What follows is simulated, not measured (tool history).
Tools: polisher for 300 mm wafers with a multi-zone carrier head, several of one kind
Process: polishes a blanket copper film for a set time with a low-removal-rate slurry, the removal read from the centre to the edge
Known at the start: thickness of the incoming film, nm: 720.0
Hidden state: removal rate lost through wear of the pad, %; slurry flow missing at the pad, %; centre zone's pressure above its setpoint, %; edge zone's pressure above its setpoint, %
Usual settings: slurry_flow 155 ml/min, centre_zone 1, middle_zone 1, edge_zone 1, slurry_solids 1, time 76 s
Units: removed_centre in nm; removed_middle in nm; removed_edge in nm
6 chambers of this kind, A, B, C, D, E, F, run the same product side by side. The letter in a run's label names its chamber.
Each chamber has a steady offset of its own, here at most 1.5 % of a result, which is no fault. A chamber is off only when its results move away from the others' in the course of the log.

| run | hour | slurry_flow | centre_zone | middle_zone | edge_zone | slurry_solids | time | wafers polished on this pad | hours since the slurry nozzle was cleaned | hours since the centre zone pressure was calibrated | hours since the edge zone pressure was calibrated | removed_centre | removed_middle | removed_edge |
|---|---|---|---|---|---|---|---|---|---|---|---|---|---|---|
|  | 2.6 | chamber A: worn pad replaced by a new one |
| 1D | 4.1 | 155 | 1 | 1 | 1 | 1 | 76 | 346 | 119.9 | 433.3 | 351.2 | 163.41 | 170.62 | 169.98 |
| 2B | 7.4 | 155 | 1 | 1 | 1 | 1 | 76 | 1073 | 602.6 | 168.2 | 552.8 | 164.56 | 164.28 | 166.72 |
| 3E | 9.9 | 155 | 1 | 1 | 1 | 1 | 76 | 505 | 212.3 | 613.1 | 567.1 | 163.26 | 168.76 | 170.39 |
| 4F | 12.4 | 155 | 1 | 1 | 1 | 1 | 76 | 738 | 159.1 | 521.3 | 324.7 | 168.26 | 165.02 | 168.8 |
| 5C | 16.6 | 155 | 1 | 1 | 1 | 1 | 76 | 986 | 224.8 | 235.6 | 299.5 | 164.7 | 167.34 | 168.47 |
| 6A | 19.2 | 155 | 1 | 1 | 1 | 1 | 76 | 171 | 84.4 | 920.6 | 168.9 | 171.97 | 169.7 | 170.72 |
|  | 22 | chamber C: worn pad replaced by a new one |
| 7C | 22.6 | 155 | 1 | 1 | 1 | 1 | 76 | 6 | 230.8 | 241.6 | 305.5 | 167.07 | 165.19 | 165.51 |
| 8F | 27 | 155 | 1 | 1 | 1 | 1 | 76 | 889 | 173.7 | 535.9 | 339.3 | 170.52 | 168.19 | 170.63 |
| 9B | 31.8 | 155 | 1 | 1 | 1 | 1 | 76 | 1325 | 627 | 192.6 | 577.2 | 167.78 | 164.41 | 165.88 |
|  | 33.9 | chamber B: worn pad replaced by a new one |
| 10A | 34.6 | 155 | 1 | 1 | 1 | 1 | 76 | 331 | 99.8 | 936 | 184.3 | 170.02 | 173.18 | 173.32 |
| 11E | 38.7 | 155 | 1 | 1 | 1 | 1 | 76 | 803 | 241.1 | 641.9 | 595.9 | 171.44 | 171.28 | 168.51 |
| 12D | 43.2 | 155 | 1 | 1 | 1 | 1 | 76 | 751 | 159 | 472.4 | 390.3 | 166.3 | 169.76 | 163.83 |
| 13A | 47 | 155 | 1 | 1 | 1 | 1 | 76 | 459 | 112.2 | 948.4 | 196.7 | 170.18 | 168.59 | 170.23 |
| 14D | 51.5 | 155 | 1 | 1 | 1 | 1 | 76 | 837 | 167.3 | 480.7 | 398.6 | 160.75 | 162.61 | 163.06 |
|  | 51.9 | chamber A: worn pad replaced by a new one |
| 15B | 55 | 155 | 1 | 1 | 1 | 1 | 76 | 218 | 650.2 | 215.8 | 600.4 | 168.32 | 166.71 | 163.77 |
| 16C | 59.1 | 155 | 1 | 1 | 1 | 1 | 76 | 384 | 267.3 | 278.1 | 342 | 163.5 | 170.01 | 166.22 |
|  | 62.8 | chamber D: worn pad replaced by a new one |
| 17F | 63.6 | 155 | 1 | 1 | 1 | 1 | 76 | 1267 | 210.3 | 572.5 | 375.9 | 166.25 | 162.94 | 162.42 |
| 18E | 66.2 | 155 | 1 | 1 | 1 | 1 | 76 | 1087 | 268.6 | 669.4 | 623.4 | 170.51 | 165.13 | 170.58 |
| 19D | 68.5 | 155 | 1 | 1 | 1 | 1 | 76 | 59 | 184.3 | 497.7 | 415.6 | 165.61 | 164.43 | 165.98 |
|  | 68.6 | chamber F: worn pad replaced by a new one |
| 20E | 72.1 | 155 | 1 | 1 | 1 | 1 | 76 | 1148 | 274.5 | 675.3 | 629.3 | 161.99 | 169.02 | 169.77 |
| 21B | 76.6 | 155 | 1 | 1 | 1 | 1 | 76 | 442 | 671.8 | 237.4 | 622 | 163.45 | 168.73 | 165.84 |
| 22C | 79 | 155 | 1 | 1 | 1 | 1 | 76 | 590 | 287.2 | 298 | 361.9 | 164.48 | 164.64 | 167 |
| 23A | 82.5 | 155 | 1 | 1 | 1 | 1 | 76 | 317 | 147.7 | 983.9 | 232.2 | 169.43 | 172.15 | 169.83 |
| 24F | 87.1 | 155 | 1 | 1 | 1 | 1 | 76 | 191 | 233.8 | 596 | 399.4 | 162.17 | 162.85 | 166 |
|  | 87.2 | chamber E: worn pad replaced by a new one |
| 25D | 90.9 | 155 | 1 | 1 | 1 | 1 | 76 | 291 | 206.7 | 520.1 | 438 | 167.76 | 169.06 | 165.41 |
| 26E | 94.9 | 155 | 1 | 1 | 1 | 1 | 76 | 79 | 297.3 | 698.1 | 652.1 | 169.41 | 168.34 | 166.97 |
| 27A | 98.7 | 155 | 1 | 1 | 1 | 1 | 76 | 484 | 163.9 | 1000.1 | 248.4 | 167.5 | 167.67 | 170.59 |
| 28B | 100.9 | 155 | 1 | 1 | 1 | 1 | 76 | 693 | 696.1 | 261.7 | 646.3 | 169.54 | 169.15 | 166.41 |
|  | 104.5 | chamber A: worn pad replaced by a new one |
| 29C | 104.8 | 155 | 1 | 1 | 1 | 1 | 76 | 856 | 313 | 323.8 | 387.7 | 163.87 | 168.05 | 166.67 |
| 30F | 108.3 | 155 | 1 | 1 | 1 | 1 | 76 | 411 | 255 | 617.2 | 420.6 | 161.81 | 159.01 | 163.08 |
| 31E | 112.9 | 155 | 1 | 1 | 1 | 1 | 76 | 266 | 315.3 | 716.1 | 670.1 | 164.93 | 168.79 | 167.75 |
| 32C | 116.6 | 155 | 1 | 1 | 1 | 1 | 76 | 979 | 324.8 | 335.6 | 399.5 | 161.68 | 160.09 | 167.8 |
|  | 119.5 | chamber C: worn pad replaced by a new one |
| 33A | 119.9 | 155 | 1.05 | 1 | 1 | 1 | 76 | 159 | 185.1 | 1021.3 | 269.6 | 179.06 | 166.33 | 168.19 |
| 34B | 124 | 155 | 1.05 | 1 | 1 | 1 | 76 | 932 | 719.2 | 284.8 | 669.4 | 176.94 | 164.73 | 168.39 |
|  | 127.1 | chamber A: centre zone pressure recalibrated |
| 35D | 127.5 | 155 | 1.05 | 1 | 1 | 1 | 76 | 669 | 243.3 | 556.7 | 474.6 | 178.75 | 168.17 | 168.25 |
| 36F | 130.2 | 155 | 1.05 | 1 | 1 | 1 | 76 | 637 | 276.9 | 639.1 | 442.5 | 165.88 | 151.77 | 162.78 |
| 37D | 133.3 | 155 | 1.05 | 1 | 1 | 1 | 76 | 729 | 249.1 | 562.5 | 480.4 | 172.42 | 165.23 | 165.57 |
| 38F | 136.9 | 155 | 1.05 | 1 | 1 | 1 | 76 | 706 | 283.6 | 645.8 | 449.2 | 163.59 | 157.79 | 160.99 |
|  | 139 | chamber B: slurry nozzle cleaned |
| 39E | 139.4 | 155 | 1 | 1 | 1 | 1 | 50 | 540 | 341.8 | 742.6 | 696.6 | 111.07 | 109.15 | 108.87 |
| 40A | 141.6 | 155 | 1 | 1 | 1 | 1 | 50 | 383 | 206.8 | 14.6 | 291.3 | 111.87 | 111.37 | 108.47 |
| 41B | 146.3 | 155 | 1 | 1 | 1 | 1 | 50 | 1163 | 7.3 | 307.1 | 691.7 | 111.51 | 113.25 | 111.04 |
|  | 148.6 | chamber C: centre zone pressure recalibrated |
| 42C | 148.9 | 155 | 1 | 1 | 1 | 1 | 50 | 304 | 357.1 | 0.3 | 431.8 | 106.17 | 108.04 | 109.96 |

All 6 chambers run these settings next. Forecast each chamber's results:
| 43A | 152.3 | 155 | 1 | 1 | 1 | 0.8 | 76 |  |  |  |  | ? | ? | ? |
| 43B | 152.3 | 155 | 1 | 1 | 1 | 0.8 | 76 |  |  |  |  | ? | ? | ? |
| 43C | 152.3 | 155 | 1 | 1 | 1 | 0.8 | 76 |  |  |  |  | ? | ? | ? |
| 43D | 152.3 | 155 | 1 | 1 | 1 | 0.8 | 76 |  |  |  |  | ? | ? | ? |
| 43E | 152.3 | 155 | 1 | 1 | 1 | 0.8 | 76 |  |  |  |  | ? | ? | ? |
| 43F | 152.3 | 155 | 1 | 1 | 1 | 0.8 | 76 |  |  |  |  | ? | ? | ? |

| run | removed_centre | removed_middle | removed_edge |
|---|---|---|---|
| 43A | 160.55 | 158.88 | 162.88 |
| 43B | 155.81 | 160.42 | 163.53 |
| 43C | 159.4 | 157.55 | 163.71 |
| 43D | 155.97 | 161.78 | 159.59 |
| 43E | 156.39 | 159.58 | 160.19 |
| 43F | 146.24 | 149.28 | 152.52 |
